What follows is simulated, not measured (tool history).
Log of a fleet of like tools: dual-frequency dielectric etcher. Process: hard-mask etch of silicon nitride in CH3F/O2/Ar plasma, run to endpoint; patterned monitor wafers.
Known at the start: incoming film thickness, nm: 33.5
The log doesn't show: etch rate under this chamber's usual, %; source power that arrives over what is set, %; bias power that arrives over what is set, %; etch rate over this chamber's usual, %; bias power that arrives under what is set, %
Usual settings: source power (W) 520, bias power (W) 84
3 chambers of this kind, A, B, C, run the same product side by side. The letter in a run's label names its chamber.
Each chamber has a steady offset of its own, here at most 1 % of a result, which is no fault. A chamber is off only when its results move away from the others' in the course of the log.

run	hour	source power (W)	bias power (W)	hours since the last wet clean	hours since the last source power generator calibration	hours since the last bias power generator calibration	endpoint time (s)
1C	5.6	520	84	94.8	1915.4	926.4	40.732
2A	11.7	520	84	99.1	424.6	110.7	41.312
3B	17.2	520	84	306.6	214.3	1115.0	41.792
4A	20.0	520	84	107.4	432.9	119.0	41.069
5C	26.3	520	84	115.5	1936.1	947.1	40.883
6B	30.2	520	84	319.6	227.3	1128.0	41.324
7B	34.8	520	84	324.2	231.9	1132.6	41.453
8C	38.9	520	84	128.1	1948.7	959.7	41.258
9A	43.4	520	84	130.8	456.3	142.4	40.952
10C	48.2	520	69	137.4	1958.0	969.0	44.634
11A	52.0	520	69	139.4	464.9	151.0	45.057
12B	57.6	520	69	347.0	254.7	1155.4	45.133
13C	63.2	520	84	152.4	1973.0	984.0	41.378
14A	67.7	520	84	155.1	480.6	166.7	40.938
15B	72.4	520	84	361.8	269.5	1170.2	42.025
16C	75.4	520	84	164.6	1985.2	996.2	41.403
17B	80.1	520	84	369.5	277.2	1177.9	41.042
18A	86.1	520	84	173.5	499.0	185.1	41.917
19A	91.1	520	84	178.5	504.0	190.1	40.756
20C	97.0	520	84	186.2	2006.8	1017.8	41.367
21B	101.6	460	84	391.0	298.7	1199.4	44.025
22B	105.7	460	84	395.1	302.8	1203.5	43.726
23C	109.7	460	84	198.9	2019.5	1030.5	42.987
24A	114.6	620	84	202.0	527.5	213.6	39.087
25A	119.3	620	84	206.7	532.2	218.3	38.594
26C	125.6	620	84	214.8	2035.4	1046.4	38.645
27B	129.3	520	84	418.7	326.4	1227.1	41.963
28C	134.5	520	84	223.7	2044.3	1055.3	41.956
29B	140.7	520	84	430.1	337.8	1238.5	41.471
30A	143.5	520	84	230.9	556.4	242.5	41.637
31B	148.4	520	84	437.8	345.5	1246.2	42.018
32C	154.3	520	84	243.5	2064.1	1075.1	40.858
33A	158.1	450	84	245.5	571.0	257.1	43.220
34C	163.1	450	84	252.3	2072.9	1083.9	43.658

Is one chamber off against the others, does the gauge drift, or is nothing wrong? If a chamber is off, say which, and what the likeliest cause is.

No chamber stands off beyond its own small offset, and the gauge holds steady.
